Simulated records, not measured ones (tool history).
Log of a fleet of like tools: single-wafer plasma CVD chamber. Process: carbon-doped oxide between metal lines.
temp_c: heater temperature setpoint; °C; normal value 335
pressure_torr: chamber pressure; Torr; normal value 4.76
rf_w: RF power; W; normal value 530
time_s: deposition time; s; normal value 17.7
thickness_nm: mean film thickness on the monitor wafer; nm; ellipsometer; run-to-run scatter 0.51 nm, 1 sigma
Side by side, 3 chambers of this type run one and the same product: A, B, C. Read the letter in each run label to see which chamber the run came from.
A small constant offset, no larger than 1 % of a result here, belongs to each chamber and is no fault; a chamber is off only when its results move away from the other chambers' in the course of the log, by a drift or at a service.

run	hour	temp_c	pressure_torr	rf_w	time_s	read-back reference wafer on the same gauge, thickness_nm	thickness_nm
1A	12.7	335	4.76	530	17.7	105.58	99.886
2C	20.2	335	4.76	530	17.7	105.67	97.735
3B	30.3	335	4.76	530	17.7	105.45	97.134
4C	41.5	335	4.76	530	17.7	105.69	97.528
5A	50.3	329	4.76	530	17.7	105.54	101.810
6B	58.1	329	4.76	530	17.7	105.59	99.192
7A	71.9	329	4.76	530	17.7	105.66	101.180
# hour 74.4: chamber C: capacitance manometer re-zeroed and calibrated
8C	83.5	335	4.76	530	17.7	105.50	96.822
9B	97.3	335	4.76	530	17.7	105.71	98.574
10A	107.8	335	4.76	530	17.7	105.49	99.293
11C	121.5	335	4.76	530	17.7	105.69	97.687
12B	129.5	335	4.76	530	17.7	105.67	97.951
13C	139.7	335	4.76	530	17.7	105.57	97.134
14B	150.9	335	4.02	530	19.5	105.62	104.740
15A	162.9	335	4.02	530	19.5	105.53	106.890
16B	171.8	335	4.02	530	19.5	105.71	105.990
17C	178.6	335	4.76	530	17.7	105.58	96.992
18A	188.2	335	4.76	530	17.7	105.58	99.326
19C	196.2	335	4.76	530	17.7	105.50	96.980
20B	208.3	335	4.76	530	17.7	105.71	98.267
21A	218.1	335	4.76	530	17.7	105.58	99.458
22B	227.4	335	4.76	530	17.7	105.62	97.738
23C	241.1	335	4.76	530	17.7	105.65	97.753
24A	253.1	335	4.76	530	17.7	105.68	98.566
25A	262.0	335	4.76	530	17.7	105.57	98.144
26B	271.9	335	5.44	530	17.7	105.62	99.546
27C	277.9	335	5.44	530	17.7	105.57	98.442
28C	288.6	335	5.44	530	17.7	105.56	99.208
29B	295.1	335	4.76	530	17.7	105.64	97.403

Next, all 3 chambers run the settings below, one line each with question marks for the results. What does each chamber give?
30A	305.0	343	4.76	530	17.7		?
30B	305.0	343	4.76	530	17.7		?
30C	305.0	343	4.76	530	17.7		?

run	thickness_nm
30A	96.735
30B	93.889
30C	94.872

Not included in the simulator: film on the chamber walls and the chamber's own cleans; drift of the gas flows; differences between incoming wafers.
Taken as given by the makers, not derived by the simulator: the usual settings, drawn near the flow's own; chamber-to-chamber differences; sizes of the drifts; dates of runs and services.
